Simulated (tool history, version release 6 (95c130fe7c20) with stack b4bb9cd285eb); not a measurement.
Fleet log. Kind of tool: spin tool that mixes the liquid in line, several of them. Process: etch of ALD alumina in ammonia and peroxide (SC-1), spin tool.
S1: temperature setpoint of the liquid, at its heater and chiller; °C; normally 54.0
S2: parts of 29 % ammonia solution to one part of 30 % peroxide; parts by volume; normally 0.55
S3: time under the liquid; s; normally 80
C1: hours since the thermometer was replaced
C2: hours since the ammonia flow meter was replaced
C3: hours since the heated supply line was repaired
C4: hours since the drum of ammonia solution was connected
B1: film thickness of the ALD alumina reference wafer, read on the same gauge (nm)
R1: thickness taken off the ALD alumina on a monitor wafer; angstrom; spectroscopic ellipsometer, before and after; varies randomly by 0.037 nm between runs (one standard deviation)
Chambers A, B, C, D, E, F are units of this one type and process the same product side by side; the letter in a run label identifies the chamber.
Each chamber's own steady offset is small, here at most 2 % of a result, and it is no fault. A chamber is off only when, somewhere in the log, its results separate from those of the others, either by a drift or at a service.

run   hour    S1    S2   S3      C1      C2      C3     C4      B1      R1
 1B    7.8  54.0  0.55   80   317.7   325.0   168.4   39.8  39.997  41.853
 2F   15.9  54.0  0.55   80  2252.4   272.7  1590.7  375.6  40.021  41.943
      17.2  -- chamber C: new drum of ammonia solution connected
 3E   23.6  54.0  0.55   80  1351.4  1014.1   487.0  347.4  39.979  42.352
 4D   31.6  54.0  0.55   80   353.9   893.5   182.4  540.9  40.007  42.441
 5C   36.4  54.0  0.55   80   104.6    40.4   652.2   19.2  39.983  42.718
      40.3  -- chamber F: thermometer replaced
 6A   44.6  54.0  0.55   80   473.1  1087.7   178.3  167.9  39.993  41.871
 7C   48.7  54.0  0.55   80   116.9    52.7   664.5   31.5  40.019  42.759
 8D   54.3  54.0  0.55   80   376.6   916.2   205.1  563.6  39.997  42.628
 9F   61.3  54.0  0.55   80    21.1   318.1  1636.1  421.0  39.985  41.497
10A   67.9  54.0  0.40   80   496.4  1111.0   201.6  191.2  39.968  41.306
11B   72.0  54.0  0.40   80   381.9   389.2   232.6  104.0  39.998  40.491
12E   80.2  54.0  0.40   80  1408.0  1070.7   543.6  404.0  39.966  41.940
13B   84.1  54.0  0.40   80   394.0   401.3   244.7  116.1  40.011  40.834
14F   90.9  54.0  0.40   80    50.7   347.7  1665.7  450.6  39.976  40.392
15A   98.8  54.0  0.40   80   527.3  1141.9   232.5  222.1  39.995  41.542
16E  103.7  54.0  0.55   80  1431.5  1094.2   567.1  427.5  40.003  43.528
17D  109.2  54.0  0.55   80   431.5   971.1   260.0  618.5  40.020  42.760
18C  113.0  54.0  0.55   80   181.2   117.0   728.8   95.8  40.016  41.945
     118.0  -- chamber C: heated supply line repaired
19A  119.3  54.0  0.55   80   547.8  1162.4   253.0  242.6  40.033  42.197
     122.2  -- chamber F: new drum of ammonia solution connected
20E  125.2  54.0  0.55   80  1453.0  1115.7   588.6  449.0  39.948  43.875
21C  129.1  50.5  0.55   40   197.3   133.1    11.2  111.9  40.024  17.642
22B  133.8  50.5  0.55   40   443.7   451.0   294.4  165.8  39.971  17.640
23D  137.6  50.5  0.55   40   459.9   999.5   288.4  646.9  40.027  17.509
24F  142.2  50.5  0.55   40   102.0   399.0  1717.0   20.0  40.040  17.305
25A  148.2  50.5  0.55   40   576.7  1191.3   281.9  271.5  40.007  17.448
26F  156.4  50.5  0.55   40   116.2   413.2  1731.2   34.2  39.987  17.164
27C  163.6  54.0  0.55   80   231.8   167.6    45.7  146.4  39.980  42.662
28E  169.5  54.0  0.55   80  1497.3  1160.0   632.9  493.3  40.032  44.671
29B  177.7  54.0  0.55   80   487.6   494.9   338.3  209.7  40.007  41.951
30D  182.6  54.0  0.55   80   504.9  1044.5   333.4  691.9  40.020  42.381
31E  188.4  54.0  0.55   80  1516.2  1178.9   651.8  512.2  39.984  44.860
32A  192.0  54.0  0.55   80   620.5  1235.1   325.7  315.3  40.020  41.828
33F  198.4  54.0  0.55   80   158.2   455.2  1773.2   76.2  39.988  41.330
34C  206.0  54.0  0.55  130   274.2   210.0    88.1  188.8  39.999  68.814
35B  213.2  54.0  0.55  130   523.1   530.4   373.8  245.2  40.007  67.552
36D  219.2  54.0  0.55  130   541.5  1081.1   370.0  728.5  40.004  68.536
37B  224.5  54.0  0.55  130   534.4   541.7   385.1  256.5  39.985  69.012
38A  231.7  54.0  0.55  130   660.2  1274.8   365.4  355.0  40.052  68.625
39E  238.6  54.0  0.55  130  1566.4  1229.1   702.0  562.4  40.010  75.133
40C  245.0  54.0  0.55   80   313.2   249.0   127.1  227.8  40.046  42.439
41D  252.9  54.0  0.55   80   575.2  1114.8   403.7  762.2  39.991  42.933
42F  261.2  49.0  0.30   80   221.0   518.0  1836.0  139.0  39.973  30.011

Which is it: a chamber that has drifted or been left off by a service, a gauge drift common to all chambers, or only each chamber's usual small offset? If a chamber is off, name it and its likeliest cause.

Chamber E drifts away from the others.
Cause: liquid hotter than its thermometer reads (K) = 1.61.

Below are 4 candidate recipes for chamber E's next run, each the usual settings with a change, their results shown as question marks. Which of them brings E's results back in line with what the other chambers give on the usual settings?
Maximum distance from the other chambers' mean on the usual settings for a result to count as in line: R1 1.300 angstrom
43E-1  267.1  53.5  0.55  75                       ?
43E-2  267.1  54.0  0.55  65                       ?
43E-3  267.1  58.0  0.55  80                       ?
43E-4  267.1  54.5  0.55  85                       ?

Usual-settings mean across the other chambers: R1 42.199 angstrom
  run      R1
43E-1  42.646
43E-2  37.952
43E-3  57.465
43E-4  50.931
43E-1 puts the chamber back in line with the other chambers.
